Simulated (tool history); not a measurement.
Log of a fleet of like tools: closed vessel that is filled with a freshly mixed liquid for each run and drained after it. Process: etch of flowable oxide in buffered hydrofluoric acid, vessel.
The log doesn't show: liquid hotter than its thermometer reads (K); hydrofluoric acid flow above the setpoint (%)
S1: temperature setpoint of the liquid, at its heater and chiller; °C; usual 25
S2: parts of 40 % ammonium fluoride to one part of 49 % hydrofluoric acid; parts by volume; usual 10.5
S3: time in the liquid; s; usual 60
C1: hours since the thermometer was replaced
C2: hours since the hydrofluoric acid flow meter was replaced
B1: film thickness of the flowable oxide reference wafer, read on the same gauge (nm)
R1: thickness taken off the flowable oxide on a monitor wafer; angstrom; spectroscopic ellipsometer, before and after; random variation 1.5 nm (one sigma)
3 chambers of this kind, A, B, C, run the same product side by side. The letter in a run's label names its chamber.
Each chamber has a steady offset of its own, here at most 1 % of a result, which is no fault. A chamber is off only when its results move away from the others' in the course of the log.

run	hour	S1	S2	S3	C1	C2	B1	R1
1A	10.9	25	10.5	60	626.1	577.4	89.984	2808.3
2B	24.3	25	10.5	60	184.5	232.9	89.999	2850.9
3C	38.1	25	10.5	60	1769.8	48.3	90.013	2819.1
4B	53.4	25	10.5	60	213.6	262	89.974	2852.5
5A	65	25	10.5	60	680.2	631.5	89.995	2822.9
6C	72.9	25	10.5	60	1804.6	83.1	89.971	2847.2
7B	86.5	23	10.5	60	246.7	295.1	89.996	2581.5
8C	99.1	23	10.5	60	1830.8	109.3	90.038	2554.8
9A	107.9	23	10.5	60	723.1	674.4	89.953	2513
10C	121.4	25	10.5	60	1853.1	131.6	90.012	2842.9
11A	130.8	25	10.5	60	746	697.3	89.996	2825.8
12B	139.5	25	10.5	60	299.7	348.1	90.029	2902.4
13A	148.5	25	10.5	60	763.7	715	90.002	2825.7
14B	163.5	25	10.5	60	323.7	372.1	89.985	2940
15C	174.6	25	10.5	60	1906.3	184.8	90.016	2817.7
16C	187.2	25	10.5	60	1918.9	197.4	89.991	2811.8
17A	195	25	10.5	60	810.2	761.5	89.989	2805.3
18B	202.4	25	10.5	60	362.6	411	90.026	3017.3
19C	213.4	25	10.5	60	1945.1	223.6	89.973	2842.6
20A	223.2	25	10.5	60	838.4	789.7	89.981	2839.4
21B	237.3	25	10.5	60	397.5	445.9	90.043	3030.5
22A	250.1	20.5	7.5	60	865.3	816.6	90.026	2954.9
23B	260.5	20.5	7.5	60	420.7	469.1	90.034	3319.7

Next, every chamber runs the same settings. What will each give?
24A	271.6	25	7.5	60				?
24B	271.6	25	7.5	60				?
24C	271.6	25	7.5	60				?

run	R1
24A	3818.2
24B	4246.2
24C	3833.4
